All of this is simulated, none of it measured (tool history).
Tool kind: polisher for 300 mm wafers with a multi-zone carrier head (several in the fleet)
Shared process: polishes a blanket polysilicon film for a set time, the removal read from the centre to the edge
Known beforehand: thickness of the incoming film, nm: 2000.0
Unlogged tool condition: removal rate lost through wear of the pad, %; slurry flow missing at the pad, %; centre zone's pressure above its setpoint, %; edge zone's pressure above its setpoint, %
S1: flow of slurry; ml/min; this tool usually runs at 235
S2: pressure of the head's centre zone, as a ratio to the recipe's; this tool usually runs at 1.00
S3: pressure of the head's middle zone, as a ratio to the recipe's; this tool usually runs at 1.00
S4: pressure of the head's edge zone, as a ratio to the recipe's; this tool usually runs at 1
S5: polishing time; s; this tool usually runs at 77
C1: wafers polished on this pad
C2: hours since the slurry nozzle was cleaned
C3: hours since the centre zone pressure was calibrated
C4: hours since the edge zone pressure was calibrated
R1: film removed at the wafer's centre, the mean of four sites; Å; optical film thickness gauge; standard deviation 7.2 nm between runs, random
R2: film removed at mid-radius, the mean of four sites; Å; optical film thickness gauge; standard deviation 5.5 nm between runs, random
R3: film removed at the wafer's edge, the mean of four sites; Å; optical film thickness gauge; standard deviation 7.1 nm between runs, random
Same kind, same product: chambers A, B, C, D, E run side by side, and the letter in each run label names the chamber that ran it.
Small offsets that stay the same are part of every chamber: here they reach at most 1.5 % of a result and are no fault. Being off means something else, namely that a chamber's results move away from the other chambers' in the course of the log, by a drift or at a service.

At hour 0.4: chamber B: worn pad replaced by a new one.
Run 1D, hour 11.5: usual settings; C1 739; C2 618.6; C3 227.8; C4 839.2. Result: R1 4890.6 Å, R2 4928.5 Å, R3 5034.7 Å.
At hour 19.2: chamber D: worn pad replaced by a new one.
Run 2A, hour 25.7: usual settings; C1 392; C2 460.7; C3 627.8; C4 287.9. Result: R1 5024.5 Å, R2 4950.1 Å, R3 4994.9 Å.
At hour 32.3: chamber C: worn pad replaced by a new one.
Run 3C, hour 35.9: usual settings; C1 42; C2 232.8; C3 162.2; C4 276.1. Result: R1 5055.1 Å, R2 4993.2 Å, R3 5040.1 Å.
Run 4B, hour 49.9: usual settings; C1 571; C2 234.8; C3 381.0; C4 484.4. Result: R1 5034.0 Å, R2 4990.7 Å, R3 5043.8 Å.
At hour 55.3: chamber C: slurry nozzle cleaned.
Run 5E, hour 57.1: usual settings; C1 1038; C2 295.2; C3 434.8; C4 469.9. Result: R1 4999.9 Å, R2 4938.4 Å, R3 5022.1 Å.
Run 6D, hour 68.8: usual settings; C1 572; C2 675.9; C3 285.1; C4 896.5. Result: R1 4901.7 Å, R2 5118.2 Å, R3 4975.8 Å.
At hour 72.8: chamber E: worn pad replaced by a new one.
At hour 72.8: chamber D: slurry nozzle cleaned.
Run 7B, hour 77.0: usual settings but S2 0.93, S5 102 s; C1 884; C2 261.9; C3 408.1; C4 511.5. Result: R1 6190.4 Å, R2 6618.0 Å, R3 6573.9 Å.
At hour 81.1: chamber A: worn pad replaced by a new one.
At hour 86.0: chamber D: edge zone pressure recalibrated.
Run 8E, hour 87.4: usual settings but S2 0.93, S5 102 s; C1 168; C2 325.5; C3 465.1; C4 500.2. Result: R1 6160.5 Å, R2 6605.3 Å, R3 6713.2 Å.
At hour 89.0: chamber D: worn pad replaced by a new one.
At hour 93.2: chamber B: worn pad replaced by a new one.
Run 9A, hour 100.3: usual settings but S2 0.93, S5 102 s; C1 222; C2 535.3; C3 702.4; C4 362.5. Result: R1 6175.9 Å, R2 6493.5 Å, R3 6528.8 Å.
At hour 103.8: chamber C: worn pad replaced by a new one.
Run 10C, hour 108.1: usual settings but S2 0.93, S5 102 s; C1 50; C2 52.8; C3 234.4; C4 348.3. Result: R1 6017.7 Å, R2 6607.3 Å, R3 6759.3 Å.
Run 11C, hour 124.0: usual settings but S2 0.93, S5 102 s; C1 233; C2 68.7; C3 250.3; C4 364.2. Result: R1 5991.3 Å, R2 6670.7 Å, R3 6678.0 Å.
Run 12A, hour 131.5: usual settings; C1 581; C2 566.5; C3 733.6; C4 393.7. Result: R1 5057.5 Å, R2 4836.5 Å, R3 4982.3 Å.
Run 13E, hour 139.8: usual settings; C1 772; C2 377.9; C3 517.5; C4 552.6. Result: R1 5074.9 Å, R2 5041.5 Å, R3 5132.7 Å.
At hour 144.7: chamber A: slurry nozzle cleaned.
Run 14D, hour 149.0: usual settings; C1 692; C2 76.2; C3 365.3; C4 63.0. Result: R1 4939.8 Å, R2 5053.5 Å, R3 5069.9 Å.
At hour 153.0: chamber D: centre zone pressure recalibrated.
Run 15B, hour 160.4: usual settings; C1 774; C2 345.3; C3 491.5; C4 594.9. Result: R1 5008.1 Å, R2 5090.2 Å, R3 5026.8 Å.
At hour 162.5: chamber A: worn pad replaced by a new one.
At hour 169.4: chamber C: edge zone pressure recalibrated.
Run 16B, hour 173.0: usual settings; C1 920; C2 357.9; C3 504.1; C4 607.5. Result: R1 4996.7 Å, R2 5105.9 Å, R3 5003.0 Å.
At hour 174.0: chamber D: worn pad replaced by a new one.
At hour 179.9: chamber E: worn pad replaced by a new one.
Run 17C, hour 186.5: usual settings; C1 954; C2 131.2; C3 312.8; C4 17.1. Result: R1 5043.9 Å, R2 5025.5 Å, R3 5000.0 Å.
At hour 188.3: chamber C: worn pad replaced by a new one.
At hour 188.4: chamber B: worn pad replaced by a new one.
Run 18A, hour 194.7: usual settings; C1 371; C2 50.0; C3 796.8; C4 456.9. Result: R1 5120.1 Å, R2 4893.5 Å, R3 5051.5 Å.
Run 19D, hour 209.4: usual settings; C1 408; C2 136.6; C3 56.5; C4 123.4. Result: R1 5067.3 Å, R2 5107.2 Å, R3 5019.6 Å.
Run 20E, hour 221.6: usual settings; C1 481; C2 459.7; C3 599.3; C4 634.4. Result: R1 4960.3 Å, R2 4983.1 Å, R3 5097.2 Å.
At hour 221.7: chamber E: centre zone pressure recalibrated.
Run 21B, hour 228.8: usual settings; C1 466; C2 413.7; C3 559.9; C4 663.3. Result: R1 5101.7 Å, R2 5017.5 Å, R3 5162.8 Å.
Run 22D, hour 239.6: usual settings; C1 757; C2 166.8; C3 86.7; C4 153.6. Result: R1 5010.1 Å, R2 4941.3 Å, R3 4964.0 Å.
At hour 240.9: chamber A: worn pad replaced by a new one.
At hour 243.1: chamber D: worn pad replaced by a new one.
At hour 246.9: chamber C: slurry nozzle cleaned.
Run 23A, hour 248.7: usual settings but S3 0.96; C1 89; C2 104.0; C3 850.8; C4 510.9. Result: R1 5016.9 Å, R2 4723.2 Å, R3 4985.8 Å.
At hour 260.8: chamber B: worn pad replaced by a new one.
Run 24E, hour 263.9: usual settings but S3 0.96; C1 968; C2 502.0; C3 42.2; C4 676.7. Result: R1 5031.0 Å, R2 4826.4 Å, R3 5152.8 Å.
At hour 274.4: chamber C: worn pad replaced by a new one.
Run 25C, hour 278.1: usual settings but S3 0.96; C1 43; C2 31.2; C3 404.4; C4 108.7. Result: R1 5101.5 Å, R2 4843.3 Å, R3 4963.9 Å.
At hour 279.4: chamber E: slurry nozzle cleaned.
Run 26B, hour 288.9: usual settings but S3 0.96; C1 324; C2 473.8; C3 620.0; C4 723.4. Result: R1 4945.8 Å, R2 4863.2 Å, R3 5001.3 Å.
At hour 293.7: chamber B: centre zone pressure recalibrated.
At hour 300.5: chamber E: worn pad replaced by a new one.
Run 27C, hour 302.2: usual settings but S3 0.96; C1 321; C2 55.3; C3 428.5; C4 132.8. Result: R1 5115.5 Å, R2 4838.7 Å, R3 5064.5 Å.
At hour 311.9: chamber A: worn pad replaced by a new one.
Run 28E, hour 317.4: usual settings; C1 195; C2 38.1; C3 95.7; C4 730.2. Result: R1 5138.4 Å, R2 4962.9 Å, R3 5047.9 Å.
At hour 318.6: chamber D: worn pad replaced by a new one.
Run 29D, hour 327.9: usual settings but S3 1.07, S5 60 s; C1 107; C2 255.1; C3 175.0; C4 241.9. Result: R1 3975.4 Å, R2 4080.4 Å, R3 3887.5 Å.
At hour 332.3: chamber B: worn pad replaced by a new one.
Run 30A, hour 337.5: usual settings but S3 1.07, S5 60 s; C1 295; C2 192.8; C3 939.6; C4 599.7. Result: R1 3937.7 Å, R2 4027.5 Å, R3 3903.6 Å.
At hour 344.4: chamber C: worn pad replaced by a new one.
Run 31B, hour 352.3: usual settings but S3 1.07, S5 60 s; C1 231; C2 537.2; C3 58.6; C4 786.8. Result: R1 3942.4 Å, R2 4162.6 Å, R3 3911.0 Å.
Run 32D, hour 362.3: usual settings but S3 1.07, S5 60 s; C1 504; C2 289.5; C3 209.4; C4 276.3. Result: R1 3858.8 Å, R2 4220.6 Å, R3 3975.3 Å.
Run 33C, hour 377.3: usual settings but S3 1.07, S5 60 s; C1 379; C2 130.4; C3 503.6; C4 207.9. Result: R1 4005.7 Å, R2 4165.6 Å, R3 3901.1 Å.
Run 34A, hour 384.4: usual settings but S2 1.04, S5 90 s; C1 836; C2 239.7; C3 986.5; C4 646.6. Result: R1 6058.5 Å, R2 5658.6 Å, R3 6006.2 Å.

For the next run the whole fleet of 5 chambers uses the same settings. Give each chamber's results:
Run 35A, hour 395.7: usual settings. Result: R1 ?, R2 ?, R3 ?.
Run 35B, hour 395.7: usual settings. Result: R1 ?, R2 ?, R3 ?.
Run 35C, hour 395.7: usual settings. Result: R1 ?, R2 ?, R3 ?.
Run 35D, hour 395.7: usual settings. Result: R1 ?, R2 ?, R3 ?.
Run 35E, hour 395.7: usual settings. Result: R1 ?, R2 ?, R3 ?.

run      R1      R2      R3
35A  5023.3  4969.8  4940.0
35B  5014.5  4987.7  5076.4
35C  5049.0  5007.3  5106.8
35D  4798.5  4948.0  4974.8
35E  5107.1  4976.4  5119.5
